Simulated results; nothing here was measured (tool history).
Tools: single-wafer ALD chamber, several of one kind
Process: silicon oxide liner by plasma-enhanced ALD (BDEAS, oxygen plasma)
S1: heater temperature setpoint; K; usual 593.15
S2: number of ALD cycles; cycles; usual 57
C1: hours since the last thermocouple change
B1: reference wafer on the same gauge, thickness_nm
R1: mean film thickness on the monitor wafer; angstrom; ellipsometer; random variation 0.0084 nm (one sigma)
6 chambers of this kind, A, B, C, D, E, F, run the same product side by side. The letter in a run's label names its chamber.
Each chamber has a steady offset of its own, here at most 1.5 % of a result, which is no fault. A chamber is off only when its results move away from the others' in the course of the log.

run 1C hour=8.5 | S1=593.15 S2=57 | C1=849.2 | B1=4.6492 | R1=52.299
run 2A hour=14.9 | S1=593.15 S2=57 | C1=894.5 | B1=4.6487 | R1=51.482
run 3F hour=19.6 | S1=593.15 S2=57 | C1=232.5 | B1=4.6486 | R1=51.416
run 4B hour=24.7 | S1=593.15 S2=57 | C1=722.3 | B1=4.6497 | R1=51.135
run 5D hour=30.9 | S1=593.15 S2=57 | C1=651.1 | B1=4.6458 | R1=51.773
run 6E hour=40.6 | S1=593.15 S2=57 | C1=2284.3 | B1=4.6463 | R1=51.103
run 7A hour=47.8 | S1=593.15 S2=57 | C1=927.4 | B1=4.6472 | R1=51.706
run 8D hour=56.8 | S1=598.15 S2=67 | C1=677.0 | B1=4.6429 | R1=60.320
run 9C hour=65.8 | S1=598.15 S2=67 | C1=906.5 | B1=4.6437 | R1=60.751
run 10F hour=70.6 | S1=598.15 S2=67 | C1=283.5 | B1=4.6445 | R1=59.704
run 11E hour=76.9 | S1=598.15 S2=67 | C1=2320.6 | B1=4.6430 | R1=59.715
run 12B hour=82.4 | S1=598.15 S2=67 | C1=780.0 | B1=4.6434 | R1=59.523
run 13A hour=89.7 | S1=598.15 S2=67 | C1=969.3 | B1=4.6420 | R1=60.230
run 14C hour=99.1 | S1=593.15 S2=57 | C1=939.8 | B1=4.6401 | R1=52.184
run 15B hour=104.3 | S1=593.15 S2=57 | C1=801.9 | B1=4.6400 | R1=51.135
run 16D hour=111.6 | S1=593.15 S2=57 | C1=731.8 | B1=4.6393 | R1=51.537
run 17E hour=120.8 | S1=593.15 S2=57 | C1=2364.5 | B1=4.6379 | R1=51.112
run 18F hour=129.0 | S1=593.15 S2=57 | C1=341.9 | B1=4.6370 | R1=51.117
run 19D hour=135.2 | S1=593.15 S2=57 | C1=755.4 | B1=4.6390 | R1=51.474
run 20A hour=145.4 | S1=593.15 S2=57 | C1=1025.0 | B1=4.6357 | R1=51.537
run 21E hour=152.8 | S1=593.15 S2=57 | C1=2396.5 | B1=4.6380 | R1=51.043
run 22C hour=162.5 | S1=593.15 S2=57 | C1=1003.2 | B1=4.6349 | R1=52.050
run 23B hour=171.0 | S1=593.15 S2=57 | C1=868.6 | B1=4.6354 | R1=50.872
run 24F hour=180.6 | S1=593.15 S2=57 | C1=393.5 | B1=4.6319 | R1=51.103
run 25B hour=190.2 | S1=593.15 S2=57 | C1=887.8 | B1=4.6332 | R1=50.846
run 26C hour=197.5 | S1=593.15 S2=57 | C1=1038.2 | B1=4.6329 | R1=52.010
run 27A hour=202.5 | S1=593.15 S2=57 | C1=1082.1 | B1=4.6310 | R1=51.533
run 28F hour=211.9 | S1=593.15 S2=57 | C1=424.8 | B1=4.6308 | R1=51.028
run 29D hour=219.5 | S1=603.15 S2=48 | C1=839.7 | B1=4.6302 | R1=42.716
run 30E hour=225.3 | S1=603.15 S2=48 | C1=2469.0 | B1=4.6286 | R1=42.305
run 31A hour=233.5 | S1=603.15 S2=48 | C1=1113.1 | B1=4.6274 | R1=42.642
run 32C hour=238.7 | S1=603.15 S2=48 | C1=1079.4 | B1=4.6278 | R1=43.144
run 33D hour=249.3 | S1=603.15 S2=48 | C1=869.5 | B1=4.6253 | R1=42.624
run 34E hour=254.5 | S1=603.15 S2=48 | C1=2498.2 | B1=4.6257 | R1=42.236
run 35B hour=259.9 | S1=593.15 S2=57 | C1=957.5 | B1=4.6269 | R1=50.890
run 36F hour=268.7 | S1=593.15 S2=57 | C1=481.6 | B1=4.6255 | R1=51.142
run 37F hour=276.3 | S1=604.15 S2=64 | C1=489.2 | B1=4.6240 | R1=56.479
run 38C hour=286.6 | S1=604.15 S2=64 | C1=1127.3 | B1=4.6242 | R1=57.364
run 39D hour=295.8 | S1=604.15 S2=64 | C1=916.0 | B1=4.6224 | R1=56.689
run 40E hour=304.5 | S1=604.15 S2=64 | C1=2548.2 | B1=4.6212 | R1=56.182
run 41A hour=310.7 | S1=604.15 S2=64 | C1=1190.3 | B1=4.6209 | R1=56.652
run 42B hour=319.3 | S1=604.15 S2=64 | C1=1016.9 | B1=4.6187 | R1=56.241

Is one chamber off against the others, does the gauge drift, or is nothing wrong? If a chamber is off, say which, and what the likeliest cause is.

The gauge drifts, so all chambers seem to drift together. No chamber is off.
Cause: gauge reads low (%) = 0.665.

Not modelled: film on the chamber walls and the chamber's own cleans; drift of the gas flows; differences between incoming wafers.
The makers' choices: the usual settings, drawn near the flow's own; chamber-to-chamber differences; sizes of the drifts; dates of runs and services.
